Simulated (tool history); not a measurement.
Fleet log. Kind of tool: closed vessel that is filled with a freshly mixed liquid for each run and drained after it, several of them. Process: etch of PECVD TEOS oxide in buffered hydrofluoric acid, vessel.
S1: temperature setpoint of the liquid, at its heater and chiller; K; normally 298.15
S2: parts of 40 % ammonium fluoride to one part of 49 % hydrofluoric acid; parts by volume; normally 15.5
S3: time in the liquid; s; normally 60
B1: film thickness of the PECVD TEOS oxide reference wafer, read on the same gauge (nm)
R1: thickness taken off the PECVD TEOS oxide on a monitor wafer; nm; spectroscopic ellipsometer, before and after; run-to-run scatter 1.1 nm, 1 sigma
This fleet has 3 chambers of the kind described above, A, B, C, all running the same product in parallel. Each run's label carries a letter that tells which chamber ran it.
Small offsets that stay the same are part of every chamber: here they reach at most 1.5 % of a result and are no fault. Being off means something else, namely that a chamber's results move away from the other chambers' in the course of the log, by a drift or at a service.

Run 1B, hour 10.1: usual settings; B1 89.979. Result: R1 152.64 nm.
Run 2A, hour 17.9: usual settings; B1 90.021. Result: R1 155.66 nm.
Run 3C, hour 27.8: usual settings; B1 89.991. Result: R1 153.85 nm.
Run 4C, hour 38.7: usual settings; B1 90.033. Result: R1 152.8 nm.
Run 5B, hour 46.3: usual settings; B1 89.959. Result: R1 155.64 nm.
At hour 49.7: chamber C: thermometer replaced.
Run 6A, hour 53.1: usual settings but S1 301.65 K; B1 90.035. Result: R1 189.02 nm.
Run 7A, hour 60.3: usual settings but S1 301.65 K; B1 90.018. Result: R1 185.91 nm.
Run 8C, hour 70.1: usual settings but S1 301.65 K; B1 90.001. Result: R1 182.36 nm.
Run 9B, hour 75.3: usual settings; B1 89.972. Result: R1 152.88 nm.
Run 10B, hour 84.5: usual settings; B1 89.998. Result: R1 152.3 nm.
Run 11C, hour 89.6: usual settings but S3 95 s; B1 90.015. Result: R1 237.34 nm.
Run 12A, hour 95.6: usual settings but S3 95 s; B1 90.016. Result: R1 246.3 nm.
Run 13B, hour 100.5: usual settings but S3 95 s; B1 89.993. Result: R1 242.59 nm.
Run 14A, hour 110.2: usual settings; B1 89.988. Result: R1 153.64 nm.
Run 15C, hour 118.2: usual settings but S2 10.5 parts by volume, S3 40 s; B1 89.97. Result: R1 144.8 nm.
At hour 125.7: chamber B: hydrofluoric acid flow meter replaced.
Run 16C, hour 126.3: usual settings but S2 10.5 parts by volume, S3 40 s; B1 89.991. Result: R1 143.22 nm.
Run 17B, hour 133.1: usual settings but S2 10.5 parts by volume, S3 40 s; B1 90.012. Result: R1 149.3 nm.
Run 18A, hour 139.2: usual settings but S3 35 s; B1 90.025. Result: R1 89.459 nm.
Run 19C, hour 146.7: usual settings but S3 35 s; B1 89.972. Result: R1 85.463 nm.
Run 20B, hour 151.6: usual settings but S3 35 s; B1 89.983. Result: R1 90.145 nm.
Run 21A, hour 158.5: usual settings; B1 90.034. Result: R1 153.74 nm.
Run 22A, hour 164.9: usual settings; B1 89.993. Result: R1 154.81 nm.
Run 23B, hour 171.2: usual settings; B1 89.985. Result: R1 153.85 nm.
Run 24C, hour 178.9: usual settings; B1 89.992. Result: R1 143.24 nm.
Run 25A, hour 186.1: usual settings; B1 89.999. Result: R1 156.09 nm.
Run 26B, hour 192.9: usual settings but S2 19 parts by volume; B1 90.045. Result: R1 125.12 nm.

Which is it: a chamber that has drifted or been left off by a service, a gauge drift common to all chambers, or only each chamber's usual small offset? If a chamber is off, name it and its likeliest cause.

Little by little, chamber C moves away from the other chambers.
Most likely cause: hydrofluoric acid flow below the setpoint (%) = 9.54.

Chamber C could run next with any of the 4 candidate recipes listed below; each alters the usual settings, and their results appear as question marks. Which one brings its results back in line with what the other chambers deliver on the usual settings?
In line here means within this much of the mean the other chambers give on the usual settings: R1 3.9 nm
Run 27C-1, hour 200.8: usual settings but S1 297.15 K. Result: R1 ?.
Run 27C-2, hour 200.8: usual settings but S1 299.15 K. Result: R1 ?.
Run 27C-3, hour 200.8: usual settings but S1 298.65 K, S3 65 s. Result: R1 ?.
Run 27C-4, hour 200.8: usual settings but S2 17 parts by volume. Result: R1 ?.

Other chambers, usual settings, mean: R1 154.85 nm
  run      R1
27C-1  132.86
27C-2  147.87
27C-3  155.92
27C-4  127.86
With 27C-3, the chamber falls back in line with the rest.

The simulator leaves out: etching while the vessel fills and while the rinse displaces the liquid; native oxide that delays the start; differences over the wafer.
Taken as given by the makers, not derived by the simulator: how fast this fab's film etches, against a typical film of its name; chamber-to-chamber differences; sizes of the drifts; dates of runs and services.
